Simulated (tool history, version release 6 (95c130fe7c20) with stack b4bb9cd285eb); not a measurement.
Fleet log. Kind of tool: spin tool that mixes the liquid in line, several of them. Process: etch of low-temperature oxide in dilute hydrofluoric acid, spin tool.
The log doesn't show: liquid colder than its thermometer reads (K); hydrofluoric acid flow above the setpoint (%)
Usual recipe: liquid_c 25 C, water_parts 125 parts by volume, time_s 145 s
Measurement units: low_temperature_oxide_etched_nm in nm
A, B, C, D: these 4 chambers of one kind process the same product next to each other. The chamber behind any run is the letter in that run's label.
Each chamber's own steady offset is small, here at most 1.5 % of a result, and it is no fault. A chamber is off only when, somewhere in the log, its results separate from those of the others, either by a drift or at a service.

run	hour	liquid_c	water_parts	time_s	hours since the thermometer was replaced	hours since the hydrofluoric acid flow meter was replaced	read-back film thickness of the low-temperature oxide reference wafer, read on the same gauge (nm)	low_temperature_oxide_etched_nm
1D	12.4	25	125	145	2484.6	682.8	120.02	14.427
2C	24.7	25	125	145	1763.2	1251.8	120.02	14.751
3A	34.5	25	125	145	960.7	499.2	119.98	14.377
4B	45.7	25	125	145	825.9	588.7	120.01	14.518
5B	56.7	25	125	145	836.9	599.7	120.01	14.472
6C	64.9	25	125	145	1803.4	1292	119.99	14.603
7A	72.5	25	125	145	998.7	537.2	119.98	14.44
8D	78.7	25	125	145	2550.9	749.1	120	14.521
# hour 83.2: chamber D: thermometer replaced
9B	89.3	25	125	145	869.5	632.3	120.01	14.434
10A	98.3	25	125	145	1024.5	563	119.99	14.462
11C	107.1	28	125	90	1845.6	1334.2	120	9.9347
12D	115.2	28	125	90	32	785.6	119.99	10.067
13A	121.8	28	125	90	1048	586.5	119.99	10.171
14D	132.4	28	125	90	49.2	802.8	119.98	10.122
15B	141.1	25	95	145	921.3	684.1	120.01	19.724
16C	151.2	25	95	145	1889.7	1378.3	120	19.63
17A	163	25	95	145	1089.2	627.7	120.02	20.231
18B	168.5	25	95	145	948.7	711.5	119.99	19.868
19D	178.8	25	125	145	95.6	849.2	120	14.545
20C	188.7	25	125	145	1927.2	1415.8	119.99	14.383
21B	198.9	25	125	145	979.1	741.9	120.01	14.641
22A	209.6	25	125	145	1135.8	674.3	119.99	15.142
23C	216.8	25	125	145	1955.3	1443.9	120.01	14.763
24D	223.1	25	90	145	139.9	893.5	120.01	20.75
25B	234.1	25	90	145	1014.3	777.1	120	21.145

What goes on in this fleet: one chamber off, a drifting gauge, or nothing beyond the chambers' own small offsets? Name the chamber and the cause, if any.

One chamber, A, drifts off from the rest bit by bit.
What lies behind it: hydrofluoric acid flow above the setpoint (%) = 6.87.
Not necessarily distinguishable in this log from: liquid hotter than its thermometer reads (K).

Here are 4 candidates for chamber A's next run, each the usual settings with a change, their results left as question marks. Which one brings its results back in line with what the others give on the usual settings?
Allowed miss from the other chambers' usual-settings mean, per result, to count as in line: low_temperature_oxide_etched_nm 0.44 nm
26A-1	243.4	24.5	125	130				?
26A-2	243.4	25	125	155				?
26A-3	243.4	28.5	125	145				?
26A-4	243.4	25	125	135				?

The other chambers' mean on the usual settings: low_temperature_oxide_etched_nm 14.51 nm
run	low_temperature_oxide_etched_nm
26A-1	13.553
26A-2	16.483
26A-3	17.657
26A-4	14.356
The answer is 26A-4, which returns the chamber to within the allowed miss of the others.

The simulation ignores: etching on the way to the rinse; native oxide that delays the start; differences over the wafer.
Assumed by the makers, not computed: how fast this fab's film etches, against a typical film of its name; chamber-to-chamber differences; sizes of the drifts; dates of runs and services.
